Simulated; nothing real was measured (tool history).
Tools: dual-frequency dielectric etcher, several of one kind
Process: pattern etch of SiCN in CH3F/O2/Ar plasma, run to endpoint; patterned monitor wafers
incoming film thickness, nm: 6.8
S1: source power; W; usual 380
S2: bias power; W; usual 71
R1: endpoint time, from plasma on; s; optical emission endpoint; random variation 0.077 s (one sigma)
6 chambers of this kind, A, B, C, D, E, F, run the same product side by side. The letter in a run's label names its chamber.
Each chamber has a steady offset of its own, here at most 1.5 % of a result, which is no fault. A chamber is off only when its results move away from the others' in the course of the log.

run   hour   S1  S2      R1
 1F   13.5  380  71  18.517
 2E   25.2  380  71  18.357
      36.1  -- chamber D: source power generator calibrated
      37.8  -- chamber B: wet clean of the chamber
 3A   38.0  380  71  18.792
 4B   48.3  380  71  18.601
 5D   60.3  380  71  18.528
 6C   73.7  380  71  18.485
 7F   83.5  380  71  18.489
 8A   90.6  430  71  17.957
 9D   98.3  430  71  17.687
10B  106.9  430  71  17.644
11E  115.4  430  71  17.569
12C  129.3  430  71  17.585
     134.6  -- chamber D: wet clean of the chamber
13B  144.1  430  71  17.728
14F  155.8  380  64  19.286
     158.7  -- chamber B: source power generator calibrated
15E  165.9  380  64  19.044
16C  174.0  380  64  19.090
17D  186.8  380  64  19.234
18A  194.3  380  64  19.555
     195.3  -- chamber E: wet clean of the chamber
19D  209.4  380  64  19.270
20E  216.3  380  63  19.330
21F  229.3  380  63  19.300
22B  240.9  380  63  19.213
     245.0  -- chamber A: wet clean of the chamber
23A  249.5  380  63  19.617
24C  263.1  380  63  19.290
25B  275.6  380  63  19.360
26F  288.2  450  71  17.505
27C  296.9  450  71  17.165
     306.5  -- chamber C: wet clean of the chamber
28D  309.1  450  71  17.466
29A  324.2  450  71  17.751
30E  336.4  450  71  17.378
31F  347.5  450  71  17.400
     349.8  -- chamber A: source power generator calibrated
32A  360.0  380  71  18.785
33C  371.4  380  71  17.933
34D  378.4  380  71  18.583
35B  392.3  380  71  18.589
36E  407.9  450  79  16.689
     409.1  -- chamber F: wet clean of the chamber
37E  419.3  450  79  16.680
38D  430.1  450  79  16.813
39C  438.0  450  79  16.247
40B  447.6  450  79  16.686
41F  461.2  450  79  16.831
42A  475.6  440  83  17.025
43E  484.8  440  83  16.486
44A  492.5  440  83  16.839

What goes on in this fleet: one chamber off, a drifting gauge, or nothing beyond the chambers' own small offsets? Name the chamber and the cause, if any.

A service left chamber C off against the others.
Cause: etch rate over this chamber's usual, % = 2.57.

Here are 4 candidates for chamber C's next run, each the usual settings with a change, their results left as question marks. Which one brings its results back in line with what the others give on the usual settings?
In line means no further than this from the other chambers' mean on the usual settings: R1 0.270 s
45C-1  503.8  360  68   ?
45C-2  503.8  380  85   ?
45C-3  503.8  400  74   ?
45C-4  503.8  320  71   ?

The other chambers' mean on the usual settings: R1 18.590 s
  run      R1
45C-1  18.626
45C-2  16.825
45C-3  17.364
45C-4  19.171
45C-1 brings the chamber back in line.
